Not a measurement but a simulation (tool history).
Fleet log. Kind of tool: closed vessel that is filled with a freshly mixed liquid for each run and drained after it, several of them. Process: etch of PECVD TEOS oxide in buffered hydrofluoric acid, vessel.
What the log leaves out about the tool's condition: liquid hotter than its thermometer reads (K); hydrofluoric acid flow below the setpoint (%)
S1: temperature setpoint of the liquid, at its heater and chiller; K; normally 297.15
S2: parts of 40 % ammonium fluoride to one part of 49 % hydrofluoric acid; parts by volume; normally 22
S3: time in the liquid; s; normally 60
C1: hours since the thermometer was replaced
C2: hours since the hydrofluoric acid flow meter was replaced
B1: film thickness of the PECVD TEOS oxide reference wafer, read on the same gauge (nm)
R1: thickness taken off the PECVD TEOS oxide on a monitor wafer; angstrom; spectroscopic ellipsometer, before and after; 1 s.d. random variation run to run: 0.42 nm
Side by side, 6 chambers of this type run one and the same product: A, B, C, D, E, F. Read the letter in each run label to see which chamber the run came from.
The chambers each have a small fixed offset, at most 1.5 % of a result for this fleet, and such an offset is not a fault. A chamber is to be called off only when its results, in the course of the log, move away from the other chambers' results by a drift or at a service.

run,hour,S1,S2,S3,C1,C2,B1,R1
1A,5.4,297.15,22,60,1831.4,1359.5,140.01,477.85
2F,9.4,297.15,22,60,241.1,253.8,139.97,475.89
3B,13.8,297.15,22,60,921,1250.3,139.99,469.73
4C,17.3,297.15,22,60,162.8,649.3,139.98,481.44
5E,24.5,297.15,27.5,85,1002.2,282.9,140.01,584.81
6D,30.8,297.15,27.5,85,1410.5,2031.6,140.02,577.91
7F,36.6,297.15,27.5,85,268.3,281,139.99,579.67
8E,43.5,297.15,27.5,85,1021.2,301.9,140,587.46
9D,48.2,297.15,27.5,85,1427.9,2049,140,582.14
10B,53.3,297.15,27.5,85,960.5,1289.8,139.99,565.35
11C,58.6,293.15,22,85,204.1,690.6,140.01,549.13
12A,62.6,293.15,22,85,1888.6,1416.7,139.97,539.39
13D,68.3,293.15,22,85,1448,2069.1,140.01,544.69
14B,71.9,293.15,22,85,979.1,1308.4,140.02,544.43
15F,75.9,293.15,22,85,307.6,320.3,140.03,539.99
16A,80.6,293.15,22,85,1906.6,1434.7,139.99,539.01
17E,86.2,297.15,22,60,1063.9,344.6,140,473.59
18C,89.7,297.15,22,60,235.2,721.7,140.01,481.4
19E,96.6,300.15,22,60,1074.3,355,140.02,555.74
20C,102.9,300.15,22,60,248.4,734.9,139.98,563.32
21A,107.7,300.15,22,60,1933.7,1461.8,140,559.33
22D,111.2,300.15,22,60,1490.9,2112,140.02,583.87
23B,115.7,300.15,22,60,1022.9,1352.2,139.99,571.22
24F,120.5,300.15,22,60,352.2,364.9,139.96,561.01
25D,123.9,297.15,22,60,1503.6,2124.7,140.01,506.63
26B,128.1,297.15,22,60,1035.3,1364.6,139.97,484.9
27E,133.8,297.15,22,60,1111.5,392.2,139.99,473.96
28F,141,297.15,22,60,372.7,385.4,140.01,469.85
# hour 141.2: chamber A: hydrofluoric acid flow meter replaced
29C,145.1,297.15,22,60,290.6,777.1,139.98,483.58
# hour 148.6: chamber E: thermometer replaced
30A,150.4,297.15,22,60,1976.4,9.3,139.97,480.18
31E,157.1,297.15,22,60,8.5,415.5,140,478.28
32C,163.4,297.15,14.5,60,308.9,795.4,139.97,707.51
33F,168.7,297.15,14.5,60,400.4,413.1,139.99,696.22
34D,175.8,297.15,14.5,60,1555.5,2176.6,140.01,754.99
35B,182.9,297.15,14.5,60,1090.1,1419.4,139.98,693.99
36A,187.1,297.15,14.5,60,2013.1,46,139.99,705.79

For the next run the whole fleet of 6 chambers uses the same settings. Give each chamber's results:
37A,192.7,297.15,25.5,60,,,,?
37B,192.7,297.15,25.5,60,,,,?
37C,192.7,297.15,25.5,60,,,,?
37D,192.7,297.15,25.5,60,,,,?
37E,192.7,297.15,25.5,60,,,,?
37F,192.7,297.15,25.5,60,,,,?

run,R1
37A,433.17
37B,429.54
37C,437.13
37D,475.57
37E,436.53
37F,431.29
